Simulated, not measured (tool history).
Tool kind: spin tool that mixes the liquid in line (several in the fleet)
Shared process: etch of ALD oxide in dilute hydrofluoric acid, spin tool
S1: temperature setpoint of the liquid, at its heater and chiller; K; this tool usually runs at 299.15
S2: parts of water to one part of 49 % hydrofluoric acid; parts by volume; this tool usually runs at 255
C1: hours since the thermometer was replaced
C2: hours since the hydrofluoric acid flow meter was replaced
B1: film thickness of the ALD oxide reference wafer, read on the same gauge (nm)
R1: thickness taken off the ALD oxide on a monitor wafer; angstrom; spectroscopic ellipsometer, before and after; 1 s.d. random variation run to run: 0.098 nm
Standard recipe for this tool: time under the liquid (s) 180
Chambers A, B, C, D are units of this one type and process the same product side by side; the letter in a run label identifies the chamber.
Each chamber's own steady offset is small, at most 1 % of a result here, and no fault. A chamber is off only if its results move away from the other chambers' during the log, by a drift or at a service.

Run 1D, hour 4.2: usual settings; C1 955.6; C2 190.6; B1 29.992. Result: R1 206.160 angstrom.
Run 2A, hour 8.3: usual settings; C1 381.7; C2 542.5; B1 29.990. Result: R1 206.970 angstrom.
Run 3C, hour 11.3: usual settings; C1 252.8; C2 628.4; B1 30.029. Result: R1 208.330 angstrom.
Run 4B, hour 13.5: usual settings; C1 333.3; C2 1214.5; B1 30.019. Result: R1 208.430 angstrom.
Run 5A, hour 17.2: usual settings; C1 390.6; C2 551.4; B1 29.991. Result: R1 207.270 angstrom.
Run 6B, hour 19.7: usual settings but S1 300.65 K, time under the liquid (s) 255; C1 339.5; C2 1220.7; B1 29.984. Result: R1 310.880 angstrom.
Run 7D, hour 22.4: usual settings but S1 300.65 K, time under the liquid (s) 255; C1 973.8; C2 208.8; B1 29.995. Result: R1 308.340 angstrom.
Run 8C, hour 27.1: usual settings but S1 300.65 K, time under the liquid (s) 255; C1 268.6; C2 644.2; B1 30.022. Result: R1 309.970 angstrom.
Run 9C, hour 29.9: usual settings but S1 300.65 K, time under the liquid (s) 255; C1 271.4; C2 647.0; B1 29.999. Result: R1 312.180 angstrom.
Run 10B, hour 34.4: usual settings; C1 354.2; C2 1235.4; B1 30.001. Result: R1 211.630 angstrom.
Run 11A, hour 37.9: usual settings; C1 411.3; C2 572.1; B1 29.976. Result: R1 206.710 angstrom.
Run 12D, hour 40.8: usual settings; C1 992.2; C2 227.2; B1 29.995. Result: R1 206.730 angstrom.
Run 13A, hour 43.3: usual settings; C1 416.7; C2 577.5; B1 30.010. Result: R1 207.170 angstrom.
Run 14B, hour 46.6: usual settings but S2 380 parts by volume, time under the liquid (s) 215; C1 366.4; C2 1247.6; B1 29.993. Result: R1 150.670 angstrom.
Run 15C, hour 51.4: usual settings but S2 380 parts by volume, time under the liquid (s) 215; C1 292.9; C2 668.5; B1 30.011. Result: R1 147.090 angstrom.
Run 16D, hour 55.1: usual settings but S2 380 parts by volume, time under the liquid (s) 215; C1 1006.5; C2 241.5; B1 30.010. Result: R1 146.620 angstrom.
Run 17C, hour 58.6: usual settings but S2 380 parts by volume, time under the liquid (s) 215; C1 300.1; C2 675.7; B1 29.987. Result: R1 147.420 angstrom.
Run 18D, hour 61.2: usual settings; C1 1012.6; C2 247.6; B1 30.002. Result: R1 205.790 angstrom.
Run 19B, hour 65.1: usual settings; C1 384.9; C2 1266.1; B1 30.004. Result: R1 215.510 angstrom.
Run 20A, hour 69.5: usual settings; C1 442.9; C2 603.7; B1 30.009. Result: R1 208.620 angstrom.
Run 21C, hour 71.8: usual settings; C1 313.3; C2 688.9; B1 29.983. Result: R1 207.250 angstrom.
Run 22D, hour 74.0: usual settings; C1 1025.4; C2 260.4; B1 29.982. Result: R1 205.260 angstrom.
Run 23B, hour 77.2: usual settings; C1 397.0; C2 1278.2; B1 29.995. Result: R1 217.260 angstrom.
Run 24A, hour 80.0: usual settings but S2 370 parts by volume; C1 453.4; C2 614.2; B1 29.995. Result: R1 127.170 angstrom.
Run 25A, hour 83.4: usual settings but S2 370 parts by volume; C1 456.8; C2 617.6; B1 29.977. Result: R1 126.690 angstrom.
Run 26D, hour 85.6: usual settings but S2 370 parts by volume; C1 1037.0; C2 272.0; B1 29.999. Result: R1 127.090 angstrom.
Run 27B, hour 89.9: usual settings but S2 370 parts by volume; C1 409.7; C2 1290.9; B1 29.999. Result: R1 135.390 angstrom.
Run 28C, hour 94.4: usual settings but S2 370 parts by volume, time under the liquid (s) 120; C1 335.9; C2 711.5; B1 29.998. Result: R1 85.739 angstrom.
Run 29A, hour 96.6: usual settings but S2 370 parts by volume, time under the liquid (s) 120; C1 470.0; C2 630.8; B1 29.982. Result: R1 84.271 angstrom.
Run 30B, hour 100.3: usual settings but S2 370 parts by volume, time under the liquid (s) 120; C1 420.1; C2 1301.3; B1 29.986. Result: R1 89.641 angstrom.
Run 31C, hour 103.5: usual settings but S2 370 parts by volume, time under the liquid (s) 120; C1 345.0; C2 720.6; B1 30.008. Result: R1 85.562 angstrom.
Run 32D, hour 105.7: usual settings; C1 1057.1; C2 292.1; B1 29.994. Result: R1 207.030 angstrom.
Run 33C, hour 109.4: usual settings; C1 350.9; C2 726.5; B1 30.018. Result: R1 207.410 angstrom.

What goes on in this fleet: one chamber off, a drifting gauge, or nothing beyond the chambers' own small offsets? Name the chamber and the cause, if any.

It is chamber B that slowly wanders off from its peers.
What lies behind it: liquid hotter than its thermometer reads (K) = 1.81.
With only this log, it may be confused with: hydrofluoric acid flow above the setpoint (%).

Chamber B could run next with any of the 4 candidate recipes listed below; each alters the usual settings, and their results appear as question marks. Which one brings its results back in line with what the other chambers deliver on the usual settings?
A result is in line if it is within this distance of the other chambers' mean on the usual settings: R1 3.400 angstrom
Run 34B-1, hour 112.8: usual settings but S2 285 parts by volume. Result: R1 ?.
Run 34B-2, hour 112.8: usual settings but S1 299.65 K, time under the liquid (s) 205. Result: R1 ?.
Run 34B-3, hour 112.8: usual settings but S2 270 parts by volume. Result: R1 ?.
Run 34B-4, hour 112.8: usual settings but S2 240 parts by volume. Result: R1 ?.

Usual-settings mean across the other chambers: R1 207.090 angstrom
  run       R1
34B-1  192.460
34B-2  257.170
34B-3  206.360
34B-4  239.710
With 34B-3, the chamber falls back in line with the rest.
